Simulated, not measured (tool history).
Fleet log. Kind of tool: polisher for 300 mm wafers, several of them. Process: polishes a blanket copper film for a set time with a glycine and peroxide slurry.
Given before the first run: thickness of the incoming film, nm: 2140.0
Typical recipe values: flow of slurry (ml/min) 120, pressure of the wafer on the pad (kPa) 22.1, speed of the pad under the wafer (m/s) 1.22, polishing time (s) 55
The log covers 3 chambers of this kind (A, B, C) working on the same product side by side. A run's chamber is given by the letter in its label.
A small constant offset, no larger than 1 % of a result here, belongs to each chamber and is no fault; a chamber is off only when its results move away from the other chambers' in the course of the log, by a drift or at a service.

run	hour	flow of slurry (ml/min)	pressure of the wafer on the pad (kPa)	speed of the pad under the wafer (m/s)	polishing time (s)	film removed (angstrom)
1B	7.6	120	22.1	1.22	55	4095.7
2A	11.6	120	22.1	1.22	55	3985.3
3C	16.1	120	22.1	1.22	55	4174.0
4C	21.6	120	22.1	1.22	55	4061.4
5B	28.6	120	22.1	1.22	55	4069.2
6A	33.5	90	17.2	1.22	55	3025.9
# hour 34.7: chamber B: worn pad replaced by a new one
7B	39.5	90	17.2	1.22	55	3031.3
8C	47.8	90	17.2	1.22	55	3114.5
9A	53.9	120	22.1	1.22	55	4046.0
10A	58.7	120	22.1	1.22	55	4015.5
11B	66.6	120	22.1	1.22	55	4002.9
# hour 68.2: chamber A: worn pad replaced by a new one
12C	73.8	120	22.1	1.22	55	4102.2
13C	82.2	120	22.1	1.22	55	4068.7
14B	88.1	120	22.1	1.02	55	3493.4
15A	93.3	120	22.1	1.02	55	3474.4
16A	100.5	120	22.1	1.02	55	3466.8
# hour 104.5: chamber A: head pressure recalibrated
17B	106.3	120	22.1	1.22	55	4088.1
18C	112.5	120	22.1	1.22	55	4060.1
19C	121.0	120	22.1	1.22	55	4084.0
20A	125.5	120	22.1	1.22	55	3760.3
21B	134.0	105	17.9	1.22	55	3311.8
# hour 138.0: chamber B: worn pad replaced by a new one
22C	141.7	105	17.9	1.22	55	3379.7
23B	147.0	105	17.9	1.22	55	3321.4
24A	152.8	120	22.1	1.22	55	3769.2
# hour 156.1: chamber A: worn pad replaced by a new one
25C	157.6	85	22.1	1.22	55	3757.0
26A	164.8	85	22.1	1.22	55	3495.6
27B	172.9	85	22.1	1.22	55	3758.1
28C	180.5	120	22.1	1.22	55	4132.2
# hour 185.2: chamber C: worn pad replaced by a new one
29A	186.0	120	22.1	1.22	55	3821.3
30B	191.0	120	22.1	1.22	55	4019.4
31B	195.5	120	22.1	1.22	55	3975.8
32C	201.9	120	22.1	1.22	55	4107.7

One chamber off, gauge drift, or nothing amiss beyond the chambers' own small offsets? If it is a chamber, which one, and what is the likeliest cause?

After it was serviced, chamber A no longer matches the other chambers.
Likeliest cause: head's pressure below its setpoint, % = 7.41.

Chamber A could run next with any of the 4 candidate recipes listed below; each alters the usual settings, and their results appear as question marks. Which one brings its results back in line with what the other chambers deliver on the usual settings?
Counts as in line when no further than this from what the other chambers average on the usual settings: film removed (angstrom) 130.0
33A-1	208.1	120	22.1	1.24	55	?
33A-2	208.1	120	21.4	1.22	53	?
33A-3	208.1	120	22.1	1.20	55	?
33A-4	208.1	120	22.1	1.22	59	?

On the usual settings, the other chambers give on average: film removed (angstrom) 4082.2
run	film removed (angstrom)
33A-1	3864.2
33A-2	3573.7
33A-3	3757.7
33A-4	4088.1
33A-4 is the one that brings the chamber's results back in line with the other chambers.

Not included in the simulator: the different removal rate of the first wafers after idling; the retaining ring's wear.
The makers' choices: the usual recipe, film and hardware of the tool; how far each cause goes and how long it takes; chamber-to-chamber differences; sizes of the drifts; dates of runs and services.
